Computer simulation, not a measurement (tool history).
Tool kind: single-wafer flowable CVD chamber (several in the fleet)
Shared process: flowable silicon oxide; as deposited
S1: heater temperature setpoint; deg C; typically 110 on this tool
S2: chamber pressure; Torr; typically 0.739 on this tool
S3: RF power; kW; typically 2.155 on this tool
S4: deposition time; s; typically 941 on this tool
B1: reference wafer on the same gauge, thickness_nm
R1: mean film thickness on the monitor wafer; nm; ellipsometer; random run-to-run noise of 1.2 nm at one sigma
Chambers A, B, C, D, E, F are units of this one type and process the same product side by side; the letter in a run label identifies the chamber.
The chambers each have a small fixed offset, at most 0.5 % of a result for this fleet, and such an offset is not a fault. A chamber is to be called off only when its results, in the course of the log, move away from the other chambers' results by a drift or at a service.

{"run": "1E", "hour": 5.1, "S1": 110, "S2": 0.739, "S3": 2.155, "S4": 941, "B1": 395.9, "R1": 374.35}
{"run": "2A", "hour": 14.1, "S1": 110, "S2": 0.739, "S3": 2.155, "S4": 941, "B1": 395.99, "R1": 374.44}
{"run": "3D", "hour": 19.1, "S1": 110, "S2": 0.739, "S3": 2.155, "S4": 941, "B1": 395.84, "R1": 372.37}
{"run": "4F", "hour": 28.1, "S1": 110, "S2": 0.739, "S3": 2.155, "S4": 941, "B1": 395.89, "R1": 374.84}
{"run": "5C", "hour": 37.0, "S1": 110, "S2": 0.739, "S3": 2.155, "S4": 941, "B1": 396.25, "R1": 375.23}
{"run": "6B", "hour": 46.3, "S1": 123, "S2": 0.739, "S3": 2.155, "S4": 870, "B1": 396.14, "R1": 235.58}
{"run": "7B", "hour": 52.0, "S1": 123, "S2": 0.739, "S3": 2.155, "S4": 870, "B1": 395.98, "R1": 236.94}
{"run": "8F", "hour": 61.4, "S1": 123, "S2": 0.739, "S3": 2.155, "S4": 870, "B1": 396.3, "R1": 234.71}
{"run": "9E", "hour": 66.3, "S1": 123, "S2": 0.739, "S3": 2.155, "S4": 870, "B1": 395.91, "R1": 235.37}
{"run": "10A", "hour": 72.0, "S1": 123, "S2": 0.739, "S3": 2.155, "S4": 870, "B1": 396.1, "R1": 235}
{"run": "11D", "hour": 78.3, "S1": 123, "S2": 0.739, "S3": 2.155, "S4": 870, "B1": 396, "R1": 235.93}
{"run": "12C", "hour": 82.9, "S1": 110, "S2": 0.739, "S3": 2.155, "S4": 941, "B1": 395.76, "R1": 375.41}
{"run": "13A", "hour": 89.0, "S1": 110, "S2": 0.739, "S3": 2.155, "S4": 941, "B1": 396.32, "R1": 374.98}
{"run": "14B", "hour": 98.3, "S1": 110, "S2": 0.739, "S3": 2.155, "S4": 941, "B1": 395.79, "R1": 374.28}
{"run": "15E", "hour": 104.8, "S1": 110, "S2": 0.739, "S3": 2.155, "S4": 941, "B1": 396.48, "R1": 374.39}
{"run": "16D", "hour": 110.8, "S1": 110, "S2": 0.739, "S3": 2.155, "S4": 941, "B1": 396.19, "R1": 372.41}
{"run": "17C", "hour": 120.2, "S1": 110, "S2": 0.739, "S3": 2.155, "S4": 941, "B1": 395.72, "R1": 374.58}
{"run": "18F", "hour": 126.7, "S1": 110, "S2": 0.739, "S3": 2.155, "S4": 941, "B1": 396.04, "R1": 370.56}
{"run": "19E", "hour": 132.8, "S1": 110, "S2": 0.739, "S3": 2.155, "S4": 941, "B1": 396.24, "R1": 375.04}
{"run": "20F", "hour": 142.1, "S1": 110, "S2": 0.739, "S3": 1.94, "S4": 779, "B1": 395.88, "R1": 302.9}
{"run": "21A", "hour": 150.3, "S1": 110, "S2": 0.739, "S3": 1.94, "S4": 779, "B1": 395.85, "R1": 302.84}
{"run": "22B", "hour": 158.2, "S1": 110, "S2": 0.739, "S3": 1.94, "S4": 779, "B1": 395.85, "R1": 305.86}
{"hour": 162.2, "done": "chamber D: capacitance manometer re-zeroed and calibrated"}
{"run": "23C", "hour": 162.6, "S1": 110, "S2": 0.739, "S3": 1.94, "S4": 779, "B1": 396.17, "R1": 306.17}
{"run": "24D", "hour": 167.9, "S1": 110, "S2": 0.739, "S3": 1.94, "S4": 779, "B1": 395.96, "R1": 302.46}
{"run": "25C", "hour": 175.7, "S1": 110, "S2": 0.739, "S3": 1.94, "S4": 779, "B1": 395.76, "R1": 303.21}
{"run": "26B", "hour": 185.2, "S1": 110, "S2": 0.739, "S3": 2.155, "S4": 941, "B1": 396.16, "R1": 375.67}
{"run": "27E", "hour": 191.6, "S1": 110, "S2": 0.739, "S3": 2.155, "S4": 941, "B1": 396, "R1": 375.22}
{"run": "28F", "hour": 199.9, "S1": 110, "S2": 0.739, "S3": 2.155, "S4": 941, "B1": 396.05, "R1": 373.21}
{"run": "29D", "hour": 207.5, "S1": 101, "S2": 0.739, "S3": 2.155, "S4": 941, "B1": 395.98, "R1": 503.22}
{"run": "30A", "hour": 213.4, "S1": 101, "S2": 0.739, "S3": 2.155, "S4": 941, "B1": 395.85, "R1": 505.95}
{"run": "31C", "hour": 218.3, "S1": 101, "S2": 0.739, "S3": 2.155, "S4": 941, "B1": 395.62, "R1": 507.3}
{"run": "32A", "hour": 227.4, "S1": 101, "S2": 0.739, "S3": 2.155, "S4": 941, "B1": 396.03, "R1": 509.16}
{"run": "33F", "hour": 236.8, "S1": 101, "S2": 0.739, "S3": 2.155, "S4": 941, "B1": 396.05, "R1": 501.08}
{"hour": 237.0, "done": "chamber B: capacitance manometer re-zeroed and calibrated"}
{"run": "34D", "hour": 243.7, "S1": 101, "S2": 0.739, "S3": 2.155, "S4": 941, "B1": 395.94, "R1": 500.28}
{"run": "35E", "hour": 250.8, "S1": 110, "S2": 0.739, "S3": 2.155, "S4": 941, "B1": 396.12, "R1": 374.07}
{"run": "36B", "hour": 258.8, "S1": 110, "S2": 0.739, "S3": 2.155, "S4": 941, "B1": 396, "R1": 374.57}
{"run": "37B", "hour": 264.8, "S1": 110, "S2": 0.739, "S3": 2.155, "S4": 941, "B1": 395.8, "R1": 374.83}
{"run": "38D", "hour": 274.2, "S1": 110, "S2": 0.739, "S3": 2.155, "S4": 941, "B1": 395.9, "R1": 375.08}
{"run": "39F", "hour": 279.2, "S1": 110, "S2": 0.739, "S3": 2.155, "S4": 941, "B1": 395.98, "R1": 371.64}
{"run": "40A", "hour": 288.3, "S1": 110, "S2": 0.739, "S3": 2.155, "S4": 941, "B1": 396.08, "R1": 375.66}

Next, every chamber runs the same settings. What will each give?
{"run": "41A", "hour": 295.1, "S1": 110, "S2": 0.739, "S3": 2.155, "S4": 941, "R1": "?"}
{"run": "41B", "hour": 295.1, "S1": 110, "S2": 0.739, "S3": 2.155, "S4": 941, "R1": "?"}
{"run": "41C", "hour": 295.1, "S1": 110, "S2": 0.739, "S3": 2.155, "S4": 941, "R1": "?"}
{"run": "41D", "hour": 295.1, "S1": 110, "S2": 0.739, "S3": 2.155, "S4": 941, "R1": "?"}
{"run": "41E", "hour": 295.1, "S1": 110, "S2": 0.739, "S3": 2.155, "S4": 941, "R1": "?"}
{"run": "41F", "hour": 295.1, "S1": 110, "S2": 0.739, "S3": 2.155, "S4": 941, "R1": "?"}

run=41A R1=374.51
run=41B R1=375.2
run=41C R1=376.52
run=41D R1=372.3
run=41E R1=374.54
run=41F R1=373.23
